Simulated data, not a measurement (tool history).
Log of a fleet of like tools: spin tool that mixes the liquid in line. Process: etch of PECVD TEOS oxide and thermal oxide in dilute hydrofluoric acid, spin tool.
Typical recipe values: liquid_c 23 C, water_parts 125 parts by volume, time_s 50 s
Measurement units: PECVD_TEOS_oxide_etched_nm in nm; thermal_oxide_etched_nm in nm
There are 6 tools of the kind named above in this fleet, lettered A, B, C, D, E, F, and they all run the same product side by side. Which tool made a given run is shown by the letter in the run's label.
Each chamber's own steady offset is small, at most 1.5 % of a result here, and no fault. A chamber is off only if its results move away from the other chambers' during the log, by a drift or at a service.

| run | hour | liquid_c | water_parts | time_s | hours since the thermometer was replaced | hours since the hydrofluoric acid flow meter was replaced | read-back film thickness of the PECVD TEOS oxide reference wafer, read on the same gauge (nm) | read-back film thickness of the thermal oxide reference wafer, read on the same gauge (nm) | PECVD_TEOS_oxide_etched_nm | thermal_oxide_etched_nm |
|---|---|---|---|---|---|---|---|---|---|---|
| 1A | 5.5 | 23 | 125 | 50 | 348.9 | 1712.5 | 139.99 | 120 | 5.5776 | 1.8434 |
| 2C | 9.8 | 23 | 125 | 50 | 426.6 | 91.3 | 140.02 | 120.01 | 5.4312 | 1.8451 |
| 3B | 14.5 | 23 | 125 | 50 | 332.8 | 1587.1 | 139.97 | 120.01 | 5.5148 | 1.7743 |
| 4F | 22.3 | 23 | 125 | 50 | 1808.4 | 241 | 139.98 | 119.99 | 5.5513 | 1.7719 |
| 5D | 28 | 23 | 125 | 50 | 484.2 | 677.3 | 139.99 | 120 | 5.4055 | 1.8074 |
| 6E | 32.5 | 23 | 125 | 50 | 1292.9 | 1356.1 | 140.01 | 119.98 | 5.4796 | 1.839 |
|  | 34.1 | chamber B: hydrofluoric acid flow meter replaced |
| 7D | 38.7 | 19 | 125 | 60 | 494.9 | 688 | 140.02 | 120 | 5.5919 | 1.871 |
| 8B | 47.3 | 19 | 125 | 60 | 365.6 | 13.2 | 139.99 | 119.99 | 5.7983 | 1.8477 |
| 9E | 55.7 | 19 | 125 | 60 | 1316.1 | 1379.3 | 140.01 | 119.99 | 5.7109 | 1.8372 |
| 10C | 63.8 | 19 | 125 | 60 | 480.6 | 145.3 | 139.98 | 120.01 | 5.5916 | 1.7291 |
| 11F | 71.7 | 19 | 125 | 60 | 1857.8 | 290.4 | 140.01 | 119.99 | 5.577 | 1.8524 |
|  | 72 | chamber E: thermometer replaced |
| 12A | 77.6 | 19 | 125 | 60 | 421 | 1784.6 | 139.97 | 120.01 | 5.6688 | 1.8627 |
| 13D | 86.2 | 23 | 125 | 50 | 542.4 | 735.5 | 140.01 | 120.03 | 5.5012 | 1.8134 |
| 14F | 94.7 | 23 | 125 | 50 | 1880.8 | 313.4 | 140.02 | 120 | 5.4462 | 1.7787 |
| 15A | 102.7 | 23 | 125 | 50 | 446.1 | 1809.7 | 140.01 | 120.01 | 5.479 | 1.8134 |
| 16E | 110 | 23 | 125 | 50 | 38.1 | 1433.6 | 140 | 120 | 5.5311 | 1.8487 |
| 17C | 117 | 23 | 125 | 50 | 533.8 | 198.5 | 140 | 119.98 | 5.6232 | 1.8506 |
| 18B | 126.6 | 23 | 125 | 50 | 444.9 | 92.5 | 140 | 120 | 5.432 | 1.8109 |
| 19F | 133.8 | 23 | 125 | 50 | 1919.9 | 352.5 | 140.02 | 119.98 | 5.4961 | 1.8677 |
| 20C | 140.3 | 23 | 125 | 50 | 557.1 | 221.8 | 139.99 | 120 | 5.476 | 1.784 |
| 21A | 147.6 | 23 | 125 | 50 | 491 | 1854.6 | 139.98 | 120 | 5.5369 | 1.8527 |
| 22B | 152.2 | 23 | 125 | 50 | 470.5 | 118.1 | 140 | 120 | 5.5181 | 1.8431 |
| 23D | 157 | 23 | 125 | 50 | 613.2 | 806.3 | 139.99 | 119.99 | 5.4361 | 1.8268 |
| 24E | 161.7 | 23 | 125 | 50 | 89.8 | 1485.3 | 140 | 120.02 | 5.2258 | 1.7471 |
| 25D | 168.1 | 23 | 125 | 50 | 624.3 | 817.4 | 140.01 | 120.01 | 5.4321 | 1.8762 |
| 26B | 174.4 | 23 | 125 | 50 | 492.7 | 140.3 | 140.04 | 119.99 | 5.6245 | 1.8259 |
| 27F | 180.8 | 23 | 125 | 50 | 1966.9 | 399.5 | 139.95 | 119.99 | 5.5929 | 1.8514 |
| 28A | 187.4 | 23 | 125 | 50 | 530.8 | 1894.4 | 139.96 | 120 | 5.6576 | 1.7859 |
| 29E | 195.6 | 23 | 125 | 50 | 123.7 | 1519.2 | 139.99 | 120.01 | 5.1137 | 1.617 |
| 30C | 201.4 | 23 | 125 | 50 | 618.2 | 282.9 | 140.02 | 120.01 | 5.4294 | 1.8083 |
| 31D | 208.5 | 23 | 125 | 50 | 664.7 | 857.8 | 139.97 | 120.01 | 5.4191 | 1.803 |
| 32F | 213 | 23 | 170 | 50 | 1999.1 | 431.7 | 140 | 119.99 | 3.8864 | 1.2481 |
| 33C | 217.2 | 23 | 170 | 50 | 634 | 298.7 | 140.03 | 120 | 3.8767 | 1.2715 |
|  | 223.2 | chamber F: thermometer replaced |
| 34A | 223.8 | 23 | 170 | 50 | 567.2 | 1930.8 | 140.01 | 120 | 3.8767 | 1.2574 |
| 35B | 230.1 | 23 | 170 | 50 | 548.4 | 196 | 140.01 | 120 | 3.931 | 1.3023 |
| 36E | 238.2 | 23 | 170 | 50 | 166.3 | 1561.8 | 140.02 | 119.99 | 3.4439 | 1.0936 |
| 37F | 245.9 | 23 | 170 | 50 | 22.7 | 464.6 | 140 | 120.01 | 3.8562 | 1.2456 |
| 38B | 253.5 | 23 | 125 | 50 | 571.8 | 219.4 | 140.02 | 119.98 | 5.591 | 1.7989 |
| 39A | 259 | 23 | 125 | 50 | 602.4 | 1966 | 139.99 | 119.99 | 5.6003 | 1.8482 |

Predict what each chamber gives when all 6 of them run the settings below next.
| 40A | 266 | 23 | 125 | 50 |  |  |  |  | ? | ? |
| 40B | 266 | 23 | 125 | 50 |  |  |  |  | ? | ? |
| 40C | 266 | 23 | 125 | 50 |  |  |  |  | ? | ? |
| 40D | 266 | 23 | 125 | 50 |  |  |  |  | ? | ? |
| 40E | 266 | 23 | 125 | 50 |  |  |  |  | ? | ? |
| 40F | 266 | 23 | 125 | 50 |  |  |  |  | ? | ? |

| run | PECVD_TEOS_oxide_etched_nm | thermal_oxide_etched_nm |
|---|---|---|
| 40A | 5.4856 | 1.7519 |
| 40B | 5.5405 | 1.8583 |
| 40C | 5.462 | 1.7666 |
| 40D | 5.5006 | 1.8487 |
| 40E | 4.7731 | 1.5694 |
| 40F | 5.4985 | 1.8364 |
